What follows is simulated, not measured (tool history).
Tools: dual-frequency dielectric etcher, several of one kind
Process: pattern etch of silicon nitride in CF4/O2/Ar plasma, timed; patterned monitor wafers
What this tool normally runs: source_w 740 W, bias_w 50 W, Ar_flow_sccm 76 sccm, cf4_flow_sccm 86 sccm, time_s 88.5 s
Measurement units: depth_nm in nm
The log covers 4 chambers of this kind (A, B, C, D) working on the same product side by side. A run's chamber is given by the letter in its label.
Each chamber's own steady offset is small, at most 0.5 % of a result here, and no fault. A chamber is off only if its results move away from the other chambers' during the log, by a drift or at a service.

| run | day | source_w | bias_w | Ar_flow_sccm | cf4_flow_sccm | time_s | read-back reference wafer on the same gauge, depth_nm | depth_nm |
|---|---|---|---|---|---|---|---|---|
| 1B | 0.188 | 740 | 50 | 76 | 86 | 88.5 | 244.97 | 239.84 |
| 2D | 0.354 | 740 | 50 | 76 | 86 | 88.5 | 245.06 | 242.15 |
| 3A | 0.592 | 740 | 50 | 76 | 86 | 88.5 | 244.99 | 238.87 |
| 4C | 0.808 | 740 | 50 | 76 | 86 | 88.5 | 244.81 | 239.44 |
| 5C | 1.000 | 740 | 50 | 66 | 86 | 88.5 | 245.27 | 245.30 |
| 6A | 1.212 | 740 | 50 | 66 | 86 | 88.5 | 245.00 | 243.38 |
| 7B | 1.450 | 740 | 50 | 66 | 86 | 88.5 | 245.09 | 242.52 |
| 8D | 1.717 | 740 | 50 | 66 | 86 | 88.5 | 244.89 | 244.41 |
| 9C | 1.912 | 740 | 50 | 76 | 86 | 88.5 | 245.24 | 239.88 |
| 10B | 2.096 | 740 | 50 | 76 | 86 | 88.5 | 244.91 | 239.49 |
| 11A | 2.275 | 740 | 50 | 76 | 86 | 88.5 | 244.99 | 239.45 |
| 12D | 2.504 | 740 | 50 | 76 | 86 | 88.5 | 244.98 | 241.90 |
| 13C | 2.742 | 740 | 50 | 76 | 86 | 88.5 | 244.92 | 242.51 |
| 14D | 2.879 | 740 | 50 | 76 | 86 | 88.5 | 245.06 | 241.48 |
| 15B | 3.054 | 740 | 50 | 76 | 86 | 88.5 | 244.97 | 239.43 |
|  | 3.321 | chamber C: Ar flow controller replaced |
| 16A | 3.329 | 740 | 50 | 76 | 86 | 88.5 | 245.16 | 240.49 |
| 17A | 3.542 | 740 | 50 | 76 | 86 | 88.5 | 244.85 | 239.61 |
| 18D | 3.825 | 740 | 50 | 76 | 86 | 88.5 | 244.85 | 241.87 |
| 19C | 4.067 | 740 | 50 | 76 | 86 | 88.5 | 245.26 | 240.39 |
|  | 4.183 | chamber B: wet clean of the chamber |
| 20B | 4.338 | 740 | 50 | 76 | 86 | 88.5 | 244.91 | 236.46 |
| 21D | 4.604 | 740 | 50 | 76 | 86 | 88.5 | 245.20 | 239.26 |
| 22A | 4.796 | 740 | 50 | 76 | 86 | 88.5 | 245.05 | 239.97 |
| 23C | 4.983 | 740 | 50 | 76 | 86 | 88.5 | 245.05 | 239.32 |
| 24B | 5.142 | 740 | 50 | 76 | 86 | 88.5 | 245.19 | 236.25 |
|  | 5.233 | chamber D: CF4 flow controller replaced |
| 25D | 5.454 | 740 | 50 | 76 | 86 | 88.5 | 244.97 | 241.40 |
| 26C | 5.662 | 740 | 50 | 76 | 86 | 88.5 | 244.84 | 239.46 |
|  | 5.850 | chamber C: wet clean of the chamber |
| 27B | 5.867 | 740 | 50 | 76 | 86 | 88.5 | 245.06 | 236.02 |
| 28A | 6.129 | 740 | 50 | 76 | 86 | 88.5 | 244.95 | 238.94 |
| 29D | 6.267 | 670 | 50 | 76 | 86 | 88.5 | 244.80 | 222.67 |
| 30A | 6.533 | 670 | 50 | 76 | 86 | 88.5 | 244.89 | 220.49 |
| 31B | 6.783 | 670 | 50 | 76 | 86 | 88.5 | 244.95 | 212.26 |
| 32C | 7.050 | 670 | 50 | 76 | 86 | 88.5 | 245.13 | 221.07 |
| 33B | 7.254 | 740 | 50 | 76 | 86 | 88.5 | 244.90 | 231.73 |
| 34D | 7.542 | 740 | 50 | 76 | 86 | 88.5 | 244.87 | 242.54 |

Read the log: is a single chamber off, either drifting away or since a service, is the gauge that measures every chamber drifting, or is nothing wrong beyond small per-chamber offsets? Name any odd chamber and what most likely caused it.

Chamber B drifts away from the others.
What lies behind it: source power that arrives under what is set, % = 4.56.

Chamber B could run next with any of the 4 candidate recipes listed below; each alters the usual settings, and their results appear as question marks. Which one brings its results back in line with what the other chambers deliver on the usual settings?
Allowed miss from the other chambers' usual-settings mean, per result, to count as in line: depth_nm 3.20 nm
| 35B-1 | 7.767 | 740 | 50 | 76 | 86 | 90.0 |  | ? |
| 35B-2 | 7.767 | 730 | 50 | 76 | 86 | 87.5 |  | ? |
| 35B-3 | 7.767 | 740 | 45 | 79 | 83 | 88.5 |  | ? |
| 35B-4 | 7.767 | 740 | 50 | 76 | 86 | 92.0 |  | ? |

Mean of the other chambers on the usual settings: depth_nm 240.45 nm
| run | depth_nm |
|---|---|
| 35B-1 | 234.04 |
| 35B-2 | 224.81 |
| 35B-3 | 219.49 |
| 35B-4 | 239.24 |
The right change is 35B-4: it brings the chamber back within the allowed miss of the others.
